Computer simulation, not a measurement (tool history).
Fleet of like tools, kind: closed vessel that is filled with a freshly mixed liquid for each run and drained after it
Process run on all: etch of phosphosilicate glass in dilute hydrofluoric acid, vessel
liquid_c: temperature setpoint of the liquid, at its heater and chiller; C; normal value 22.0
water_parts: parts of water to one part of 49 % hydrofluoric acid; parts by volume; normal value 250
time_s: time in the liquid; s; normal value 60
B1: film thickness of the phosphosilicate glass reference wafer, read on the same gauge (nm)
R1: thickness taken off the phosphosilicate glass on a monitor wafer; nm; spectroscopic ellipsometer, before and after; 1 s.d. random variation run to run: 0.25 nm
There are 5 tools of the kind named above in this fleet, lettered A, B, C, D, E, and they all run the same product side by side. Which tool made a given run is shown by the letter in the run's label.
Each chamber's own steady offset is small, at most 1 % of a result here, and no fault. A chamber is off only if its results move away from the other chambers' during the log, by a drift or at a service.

Run 1E, hour 5.5: usual settings; B1 30.049. Result: R1 37.816 nm.
Run 2C, hour 9.9: usual settings; B1 29.996. Result: R1 38.354 nm.
Run 3B, hour 14.8: usual settings; B1 30.023. Result: R1 37.759 nm.
Run 4D, hour 18.5: usual settings; B1 29.984. Result: R1 37.606 nm.
Run 5A, hour 23.1: usual settings; B1 30.027. Result: R1 37.520 nm.
Run 6C, hour 28.5: usual settings; B1 30.007. Result: R1 38.057 nm.
Run 7D, hour 35.2: usual settings; B1 29.992. Result: R1 37.728 nm.
Run 8A, hour 41.4: usual settings; B1 29.994. Result: R1 37.771 nm.
Run 9B, hour 49.7: usual settings; B1 30.021. Result: R1 37.606 nm.
Run 10E, hour 54.9: usual settings; B1 29.984. Result: R1 37.546 nm.
Run 11C, hour 62.5: usual settings; B1 30.001. Result: R1 38.042 nm.
Run 12A, hour 69.3: usual settings; B1 30.024. Result: R1 37.648 nm.
Run 13D, hour 73.2: usual settings; B1 29.979. Result: R1 37.668 nm.
Run 14B, hour 77.9: usual settings but liquid_c 26.5 C; B1 29.990. Result: R1 44.410 nm.
At hour 79.5: chamber C: thermometer replaced.
Run 15E, hour 85.6: usual settings but liquid_c 26.5 C; B1 30.010. Result: R1 43.915 nm.
Run 16E, hour 93.1: usual settings but liquid_c 26.5 C; B1 29.995. Result: R1 43.904 nm.
Run 17D, hour 99.7: usual settings but liquid_c 26.5 C; B1 29.998. Result: R1 44.288 nm.
Run 18A, hour 103.7: usual settings but liquid_c 26.5 C; B1 30.013. Result: R1 43.840 nm.
Run 19B, hour 108.0: usual settings; B1 29.988. Result: R1 37.555 nm.
Run 20C, hour 111.8: usual settings; B1 29.991. Result: R1 38.402 nm.
Run 21D, hour 116.5: usual settings; B1 29.971. Result: R1 37.786 nm.
Run 22A, hour 120.3: usual settings; B1 30.002. Result: R1 37.930 nm.
Run 23B, hour 128.4: usual settings; B1 30.014. Result: R1 37.753 nm.
Run 24C, hour 135.0: usual settings; B1 29.998. Result: R1 37.993 nm.
Run 25E, hour 141.1: usual settings but time_s 50 s; B1 29.986. Result: R1 30.778 nm.
Run 26A, hour 146.8: usual settings but time_s 50 s; B1 29.962. Result: R1 31.589 nm.
Run 27D, hour 155.2: usual settings but time_s 50 s; B1 30.008. Result: R1 31.483 nm.
Run 28B, hour 160.7: usual settings but time_s 50 s; B1 30.010. Result: R1 31.382 nm.
Run 29C, hour 167.1: usual settings but time_s 50 s; B1 29.980. Result: R1 31.664 nm.
Run 30E, hour 175.2: usual settings; B1 29.976. Result: R1 36.459 nm.
Run 31C, hour 180.5: usual settings; B1 30.002. Result: R1 37.640 nm.
Run 32D, hour 185.1: usual settings; B1 29.995. Result: R1 37.860 nm.
Run 33A, hour 189.7: usual settings; B1 29.992. Result: R1 37.784 nm.
Run 34B, hour 197.3: usual settings but liquid_c 20.5 C, water_parts 335 parts by volume; B1 29.987. Result: R1 25.010 nm.
Run 35E, hour 202.4: usual settings but liquid_c 20.5 C, water_parts 335 parts by volume; B1 29.977. Result: R1 23.788 nm.
Run 36E, hour 208.1: usual settings but liquid_c 20.5 C, water_parts 335 parts by volume; B1 29.995. Result: R1 23.688 nm.

All chambers now run identical settings, listed one chamber a line with results as question marks. What results will each chamber show?
Run 37A, hour 214.1: usual settings but water_parts 165 parts by volume. Result: R1 ?.
Run 37B, hour 214.1: usual settings but water_parts 165 parts by volume. Result: R1 ?.
Run 37C, hour 214.1: usual settings but water_parts 165 parts by volume. Result: R1 ?.
Run 37D, hour 214.1: usual settings but water_parts 165 parts by volume. Result: R1 ?.
Run 37E, hour 214.1: usual settings but water_parts 165 parts by volume. Result: R1 ?.

run      R1
37A  62.241
37B  61.997
37C  61.455
37D  61.263
37E  59.801
